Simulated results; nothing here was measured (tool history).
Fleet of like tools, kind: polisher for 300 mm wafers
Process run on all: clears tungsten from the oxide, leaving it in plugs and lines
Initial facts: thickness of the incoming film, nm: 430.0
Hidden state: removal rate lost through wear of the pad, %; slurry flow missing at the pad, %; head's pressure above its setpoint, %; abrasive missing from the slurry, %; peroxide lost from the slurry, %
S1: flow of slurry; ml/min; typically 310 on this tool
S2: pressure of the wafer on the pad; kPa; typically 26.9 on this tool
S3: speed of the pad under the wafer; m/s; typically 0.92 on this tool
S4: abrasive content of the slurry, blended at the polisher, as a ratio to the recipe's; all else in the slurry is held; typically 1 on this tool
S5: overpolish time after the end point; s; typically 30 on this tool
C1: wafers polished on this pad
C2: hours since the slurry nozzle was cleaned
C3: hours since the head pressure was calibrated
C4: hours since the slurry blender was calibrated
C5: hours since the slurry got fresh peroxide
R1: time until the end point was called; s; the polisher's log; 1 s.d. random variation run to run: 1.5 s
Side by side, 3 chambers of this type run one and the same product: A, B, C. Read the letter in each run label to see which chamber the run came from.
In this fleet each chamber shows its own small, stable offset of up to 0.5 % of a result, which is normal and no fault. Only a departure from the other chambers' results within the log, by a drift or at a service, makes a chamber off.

run,hour,S1,S2,S3,S4,S5,C1,C2,C3,C4,C5,R1
# hour 2.4: chamber B: slurry tank refilled with fresh slurry and peroxide
# hour 3.1: chamber A: worn pad replaced by a new one
1B,6.3,310,26.9,0.92,1,30,53,463.3,606,123,4,109.45
# hour 13.5: chamber C: head pressure recalibrated
2A,18.6,310,26.9,0.92,1,30,111,785.2,106.4,234.2,73.6,107.48
# hour 19.2: chamber A: slurry nozzle cleaned
# hour 23.3: chamber C: slurry tank refilled with fresh slurry and peroxide
3C,27.3,310,26.9,0.92,1,30,468,320.3,13.9,270.9,4.1,113.95
4B,34.4,310,26.9,0.92,1,30,255,491.4,634.1,151.1,32.1,114.53
# hour 39.5: chamber A: slurry blender recalibrated
5C,46.6,310,26.9,0.92,1,30,606,339.6,33.2,290.2,23.4,113.72
6A,56.7,310,26.9,0.92,1,30,384,37.6,144.5,17.2,111.7,112.31
7A,63.1,310,26.9,0.92,1,30,429,44,150.9,23.6,118.1,111.9
8B,70.6,310,26.9,0.92,1,30,514,527.6,670.3,187.3,68.3,110.95
9C,77.8,310,26.9,0.92,1,30,829,370.8,64.4,321.4,54.6,112.21
10A,86.9,310,26.9,0.92,1,30,600,67.8,174.7,47.4,141.9,111.22
# hour 93.1: chamber B: slurry nozzle cleaned
11C,95.9,310,26.9,0.92,1,30,959,388.9,82.5,339.5,72.7,112.49
# hour 102.3: chamber B: slurry tank refilled with fresh slurry and peroxide
# hour 102.9: chamber C: slurry tank refilled with fresh slurry and peroxide
12B,106.2,310,26.9,0.92,1,30,769,13.2,705.9,222.9,3.9,111.51
# hour 107.2: chamber C: slurry nozzle cleaned
13C,117.3,310,26.9,0.92,1,30,1112,10.1,103.9,360.9,14.4,110.72
# hour 122.1: chamber C: worn pad replaced by a new one
14A,129.4,310,26.9,0.92,1,30,904,110.3,217.2,89.9,184.4,112.57
# hour 133.2: chamber A: slurry tank refilled with fresh slurry and peroxide
15B,141.9,310,18.6,0.68,1,30,1025,48.9,741.6,258.6,39.6,217.83
16A,152.8,310,18.6,0.68,1,30,1072,133.7,240.6,113.3,19.6,216.84
# hour 155.6: chamber B: worn pad replaced by a new one
17B,164,310,18.6,0.68,1,30,60,71,763.7,280.7,61.7,215.76
# hour 172: chamber C: slurry blender recalibrated
18C,173.5,310,26.9,0.92,1,30,368,66.3,160.1,1.6,70.6,112.19
# hour 179.4: chamber A: worn pad replaced by a new one
# hour 180.2: chamber C: slurry tank refilled with fresh slurry and peroxide
19C,180.4,310,26.9,0.92,1,30,418,73.2,167,8.5,0.3,108.88
20A,188.7,310,26.9,0.92,1,30,67,169.6,276.5,149.2,55.5,109.84
# hour 193.9: chamber B: slurry tank refilled with fresh slurry and peroxide
21B,199.1,310,26.9,0.92,1,30,311,106.1,798.8,315.8,5.2,110.56
22A,208.4,310,26.9,0.92,1,30,208,189.3,296.2,168.9,75.2,110.79
23B,217.5,310,26.9,0.92,1,30,443,124.5,817.2,334.2,23.6,112.49
24C,226.4,310,26.9,0.92,1,30,747,119.2,213,54.5,46.3,114
25C,234,310,26.9,0.92,1,30,802,126.8,220.6,62.1,53.9,108.83
26A,242.8,310,26.9,0.92,1,30,454,223.7,330.6,203.3,109.6,110.51
27B,254.8,310,26.9,0.92,1,30,710,161.8,854.5,371.5,60.9,113.34
# hour 256.2: chamber C: slurry tank refilled with fresh slurry and peroxide
# hour 265.8: chamber C: worn pad replaced by a new one
28B,267.3,310,26.9,0.92,1,30,800,174.3,867,384,73.4,113.73
# hour 270: chamber B: slurry tank refilled with fresh slurry and peroxide
29A,280.7,310,26.9,0.92,1,30,726,261.6,368.5,241.2,147.5,111.38
30C,287.7,310,26.9,0.92,1,30,157,180.5,274.3,115.8,31.6,112.1
31B,299.7,310,26.9,0.92,1,30,1032,206.7,899.4,416.4,29.7,110.79
# hour 299.9: chamber A: slurry tank refilled with fresh slurry and peroxide
32C,309.9,310,26.9,0.92,1,30,316,202.7,296.5,138,53.8,112.62
33A,317.9,310,26.9,0.92,1,30,992,298.8,405.7,278.4,18,110.28
# hour 323.4: chamber A: slurry blender recalibrated
34C,325.9,310,26.9,0.92,1,30,431,218.7,312.5,154,69.8,113.27
# hour 328.8: chamber C: slurry tank refilled with fresh slurry and peroxide
35A,334.9,310,26.9,0.92,1,30,1114,315.8,422.7,11.6,35,109.6
# hour 335.9: chamber B: slurry blender recalibrated
36B,345.8,310,26.9,0.92,1,30,1362,252.8,945.5,10,75.8,111
# hour 354.4: chamber A: worn pad replaced by a new one
37A,358.2,310,26.9,0.92,1,30,27,339.1,446,34.9,58.3,109.18
# hour 358.8: chamber B: worn pad replaced by a new one
# hour 366.5: chamber B: slurry tank refilled with fresh slurry and peroxide
38B,371.5,310,26.9,0.92,1,30,91,278.5,971.2,35.7,5,113.24
39C,380,310,26.9,0.92,1,30,818,272.8,366.6,208.1,51.3,112.67

Each of the 3 chambers runs these same settings next. Fill in every chamber's results:
40A,389.6,380,26.9,0.92,1,30,,,,,,?
40B,389.6,380,26.9,0.92,1,30,,,,,,?
40C,389.6,380,26.9,0.92,1,30,,,,,,?

run,R1
40A,109.99
40B,109.29
40C,110
